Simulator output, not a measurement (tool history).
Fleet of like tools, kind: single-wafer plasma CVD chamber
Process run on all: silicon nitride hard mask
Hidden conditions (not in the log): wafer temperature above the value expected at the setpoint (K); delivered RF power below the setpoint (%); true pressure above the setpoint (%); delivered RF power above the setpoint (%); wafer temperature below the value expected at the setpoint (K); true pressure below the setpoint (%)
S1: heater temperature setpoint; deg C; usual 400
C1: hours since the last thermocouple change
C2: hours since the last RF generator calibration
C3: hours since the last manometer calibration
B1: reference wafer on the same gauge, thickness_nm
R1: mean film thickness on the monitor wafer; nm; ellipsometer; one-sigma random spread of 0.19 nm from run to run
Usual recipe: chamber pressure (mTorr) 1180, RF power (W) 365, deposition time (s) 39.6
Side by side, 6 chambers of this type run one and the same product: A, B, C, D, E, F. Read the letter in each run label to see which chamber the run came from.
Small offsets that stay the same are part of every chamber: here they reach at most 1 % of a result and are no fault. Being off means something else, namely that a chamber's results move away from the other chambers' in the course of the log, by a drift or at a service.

{"run": "1E", "hour": 5.3, "S1": 400, "chamber pressure (mTorr)": 1180, "RF power (W)": 365, "deposition time (s)": 39.6, "C1": 980.3, "C2": 604.3, "C3": 1413.9, "B1": 41.708, "R1": 47.022}
{"run": "2D", "hour": 9.0, "S1": 400, "chamber pressure (mTorr)": 1180, "RF power (W)": 365, "deposition time (s)": 39.6, "C1": 302.7, "C2": 977.0, "C3": 871.5, "B1": 41.737, "R1": 46.824}
{"run": "3B", "hour": 11.5, "S1": 400, "chamber pressure (mTorr)": 1180, "RF power (W)": 365, "deposition time (s)": 39.6, "C1": 1953.0, "C2": 945.5, "C3": 970.1, "B1": 41.675, "R1": 46.905}
{"run": "4A", "hour": 14.4, "S1": 400, "chamber pressure (mTorr)": 1180, "RF power (W)": 365, "deposition time (s)": 39.6, "C1": 1830.6, "C2": 503.9, "C3": 551.5, "B1": 41.715, "R1": 46.961}
{"run": "5C", "hour": 18.5, "S1": 400, "chamber pressure (mTorr)": 1180, "RF power (W)": 365, "deposition time (s)": 39.6, "C1": 553.1, "C2": 852.9, "C3": 748.2, "B1": 41.678, "R1": 46.684}
{"run": "6F", "hour": 23.7, "S1": 400, "chamber pressure (mTorr)": 1180, "RF power (W)": 365, "deposition time (s)": 39.6, "C1": 677.5, "C2": 792.6, "C3": 1077.4, "B1": 41.675, "R1": 47.317}
{"run": "7F", "hour": 26.3, "S1": 400, "chamber pressure (mTorr)": 1180, "RF power (W)": 365, "deposition time (s)": 39.6, "C1": 680.1, "C2": 795.2, "C3": 1080.0, "B1": 41.657, "R1": 47.275}
{"run": "8A", "hour": 30.0, "S1": 400, "chamber pressure (mTorr)": 1180, "RF power (W)": 365, "deposition time (s)": 39.6, "C1": 1846.2, "C2": 519.5, "C3": 567.1, "B1": 41.681, "R1": 46.935}
{"run": "9D", "hour": 34.7, "S1": 400, "chamber pressure (mTorr)": 1180, "RF power (W)": 365, "deposition time (s)": 39.6, "C1": 328.4, "C2": 1002.7, "C3": 897.2, "B1": 41.723, "R1": 46.885}
{"run": "10C", "hour": 39.9, "S1": 400, "chamber pressure (mTorr)": 1180, "RF power (W)": 365, "deposition time (s)": 39.6, "C1": 574.5, "C2": 874.3, "C3": 769.6, "B1": 41.652, "R1": 47.267}
{"run": "11E", "hour": 44.1, "S1": 400, "chamber pressure (mTorr)": 1180, "RF power (W)": 365, "deposition time (s)": 39.6, "C1": 1019.1, "C2": 643.1, "C3": 1452.7, "B1": 41.677, "R1": 46.98}
{"run": "12B", "hour": 49.3, "S1": 400, "chamber pressure (mTorr)": 1180, "RF power (W)": 405, "deposition time (s)": 44.6, "C1": 1990.8, "C2": 983.3, "C3": 1007.9, "B1": 41.7, "R1": 56.266}
{"run": "13B", "hour": 53.2, "S1": 400, "chamber pressure (mTorr)": 1180, "RF power (W)": 405, "deposition time (s)": 44.6, "C1": 1994.7, "C2": 987.2, "C3": 1011.8, "B1": 41.711, "R1": 56.197}
{"run": "14D", "hour": 55.7, "S1": 400, "chamber pressure (mTorr)": 1180, "RF power (W)": 405, "deposition time (s)": 44.6, "C1": 349.4, "C2": 1023.7, "C3": 918.2, "B1": 41.688, "R1": 56.508}
{"run": "15F", "hour": 58.4, "S1": 400, "chamber pressure (mTorr)": 1180, "RF power (W)": 405, "deposition time (s)": 44.6, "C1": 712.2, "C2": 827.3, "C3": 1112.1, "B1": 41.714, "R1": 56.617}
{"run": "16A", "hour": 62.6, "S1": 400, "chamber pressure (mTorr)": 1180, "RF power (W)": 405, "deposition time (s)": 44.6, "C1": 1878.8, "C2": 552.1, "C3": 599.7, "B1": 41.706, "R1": 56.042}
{"run": "17E", "hour": 65.7, "S1": 400, "chamber pressure (mTorr)": 1180, "RF power (W)": 405, "deposition time (s)": 44.6, "C1": 1040.7, "C2": 664.7, "C3": 1474.3, "B1": 41.702, "R1": 55.533}
{"run": "18C", "hour": 70.1, "S1": 400, "chamber pressure (mTorr)": 1180, "RF power (W)": 365, "deposition time (s)": 39.6, "C1": 604.7, "C2": 904.5, "C3": 799.8, "B1": 41.686, "R1": 46.553}
{"run": "19E", "hour": 73.3, "S1": 400, "chamber pressure (mTorr)": 1180, "RF power (W)": 365, "deposition time (s)": 39.6, "C1": 1048.3, "C2": 672.3, "C3": 1481.9, "B1": 41.697, "R1": 46.4}
{"run": "20A", "hour": 77.3, "S1": 394, "chamber pressure (mTorr)": 1180, "RF power (W)": 365, "deposition time (s)": 44.9, "C1": 1893.5, "C2": 566.8, "C3": 614.4, "B1": 41.718, "R1": 53.109}
{"run": "21B", "hour": 80.5, "S1": 394, "chamber pressure (mTorr)": 1180, "RF power (W)": 365, "deposition time (s)": 44.9, "C1": 2022.0, "C2": 1014.5, "C3": 1039.1, "B1": 41.72, "R1": 53.072}
{"run": "22C", "hour": 85.4, "S1": 394, "chamber pressure (mTorr)": 1180, "RF power (W)": 365, "deposition time (s)": 44.9, "C1": 620.0, "C2": 919.8, "C3": 815.1, "B1": 41.702, "R1": 53.23}
{"run": "23D", "hour": 90.3, "S1": 394, "chamber pressure (mTorr)": 1180, "RF power (W)": 365, "deposition time (s)": 44.9, "C1": 384.0, "C2": 1058.3, "C3": 952.8, "B1": 41.665, "R1": 53.613}
{"run": "24F", "hour": 94.4, "S1": 394, "chamber pressure (mTorr)": 1180, "RF power (W)": 365, "deposition time (s)": 44.9, "C1": 748.2, "C2": 863.3, "C3": 1148.1, "B1": 41.711, "R1": 53.559}
{"run": "25D", "hour": 98.5, "S1": 394, "chamber pressure (mTorr)": 1180, "RF power (W)": 365, "deposition time (s)": 44.9, "C1": 392.2, "C2": 1066.5, "C3": 961.0, "B1": 41.711, "R1": 53.243}
{"run": "26E", "hour": 101.6, "S1": 408, "chamber pressure (mTorr)": 1180, "RF power (W)": 365, "deposition time (s)": 37.2, "C1": 1076.6, "C2": 700.6, "C3": 1510.2, "B1": 41.712, "R1": 43.464}
{"run": "27F", "hour": 104.1, "S1": 408, "chamber pressure (mTorr)": 1180, "RF power (W)": 365, "deposition time (s)": 37.2, "C1": 757.9, "C2": 873.0, "C3": 1157.8, "B1": 41.689, "R1": 43.993}
{"run": "28A", "hour": 108.5, "S1": 408, "chamber pressure (mTorr)": 1180, "RF power (W)": 365, "deposition time (s)": 37.2, "C1": 1924.7, "C2": 598.0, "C3": 645.6, "B1": 41.702, "R1": 43.896}
{"run": "29B", "hour": 113.7, "S1": 408, "chamber pressure (mTorr)": 1180, "RF power (W)": 365, "deposition time (s)": 37.2, "C1": 2055.2, "C2": 1047.7, "C3": 1072.3, "B1": 41.672, "R1": 44.179}
{"run": "30C", "hour": 118.7, "S1": 408, "chamber pressure (mTorr)": 1180, "RF power (W)": 365, "deposition time (s)": 37.2, "C1": 653.3, "C2": 953.1, "C3": 848.4, "B1": 41.666, "R1": 43.958}
{"run": "31A", "hour": 122.1, "S1": 408, "chamber pressure (mTorr)": 1180, "RF power (W)": 365, "deposition time (s)": 37.2, "C1": 1938.3, "C2": 611.6, "C3": 659.2, "B1": 41.705, "R1": 43.923}
{"run": "32E", "hour": 125.3, "S1": 400, "chamber pressure (mTorr)": 1180, "RF power (W)": 365, "deposition time (s)": 39.6, "C1": 1100.3, "C2": 724.3, "C3": 1533.9, "B1": 41.693, "R1": 45.734}
{"run": "33C", "hour": 130.6, "S1": 400, "chamber pressure (mTorr)": 1180, "RF power (W)": 365, "deposition time (s)": 39.6, "C1": 665.2, "C2": 965.0, "C3": 860.3, "B1": 41.699, "R1": 47.121}
{"run": "34F", "hour": 134.8, "S1": 400, "chamber pressure (mTorr)": 1180, "RF power (W)": 365, "deposition time (s)": 39.6, "C1": 788.6, "C2": 903.7, "C3": 1188.5, "B1": 41.7, "R1": 47.57}
{"run": "35D", "hour": 137.3, "S1": 400, "chamber pressure (mTorr)": 1180, "RF power (W)": 365, "deposition time (s)": 39.6, "C1": 431.0, "C2": 1105.3, "C3": 999.8, "B1": 41.695, "R1": 46.994}
{"run": "36B", "hour": 140.2, "S1": 386, "chamber pressure (mTorr)": 1060, "RF power (W)": 365, "deposition time (s)": 39.6, "C1": 2081.7, "C2": 1074.2, "C3": 1098.8, "B1": 41.664, "R1": 45.57}
{"hour": 141.9, "done": "chamber A: thermocouple changed; heater temperature recalibrated"}
{"run": "37D", "hour": 145.4, "S1": 386, "chamber pressure (mTorr)": 1060, "RF power (W)": 365, "deposition time (s)": 39.6, "C1": 439.1, "C2": 1113.4, "C3": 1007.9, "B1": 41.712, "R1": 45.684}
{"run": "38E", "hour": 148.9, "S1": 386, "chamber pressure (mTorr)": 1060, "RF power (W)": 365, "deposition time (s)": 39.6, "C1": 1123.9, "C2": 747.9, "C3": 1557.5, "B1": 41.717, "R1": 43.923}
{"run": "39F", "hour": 152.2, "S1": 386, "chamber pressure (mTorr)": 1060, "RF power (W)": 365, "deposition time (s)": 39.6, "C1": 806.0, "C2": 921.1, "C3": 1205.9, "B1": 41.651, "R1": 46.054}
{"run": "40C", "hour": 156.6, "S1": 386, "chamber pressure (mTorr)": 1060, "RF power (W)": 365, "deposition time (s)": 39.6, "C1": 691.2, "C2": 991.0, "C3": 886.3, "B1": 41.711, "R1": 45.477}
{"run": "41A", "hour": 161.2, "S1": 386, "chamber pressure (mTorr)": 1060, "RF power (W)": 365, "deposition time (s)": 39.6, "C1": 19.3, "C2": 650.7, "C3": 698.3, "B1": 41.709, "R1": 45.5}
{"run": "42B", "hour": 165.4, "S1": 400, "chamber pressure (mTorr)": 1180, "RF power (W)": 365, "deposition time (s)": 39.6, "C1": 2106.9, "C2": 1099.4, "C3": 1124.0, "B1": 41.684, "R1": 47.054}

Next, every chamber runs the same settings. What will each give?
{"run": "43A", "hour": 169.3, "S1": 405, "chamber pressure (mTorr)": 1180, "RF power (W)": 365, "deposition time (s)": 39.6, "R1": "?"}
{"run": "43B", "hour": 169.3, "S1": 405, "chamber pressure (mTorr)": 1180, "RF power (W)": 365, "deposition time (s)": 39.6, "R1": "?"}
{"run": "43C", "hour": 169.3, "S1": 405, "chamber pressure (mTorr)": 1180, "RF power (W)": 365, "deposition time (s)": 39.6, "R1": "?"}
{"run": "43D", "hour": 169.3, "S1": 405, "chamber pressure (mTorr)": 1180, "RF power (W)": 365, "deposition time (s)": 39.6, "R1": "?"}
{"run": "43E", "hour": 169.3, "S1": 405, "chamber pressure (mTorr)": 1180, "RF power (W)": 365, "deposition time (s)": 39.6, "R1": "?"}
{"run": "43F", "hour": 169.3, "S1": 405, "chamber pressure (mTorr)": 1180, "RF power (W)": 365, "deposition time (s)": 39.6, "R1": "?"}

run=43A R1=46.784
run=43B R1=46.832
run=43C R1=46.781
run=43D R1=47.128
run=43E R1=44.877
run=43F R1=47.417
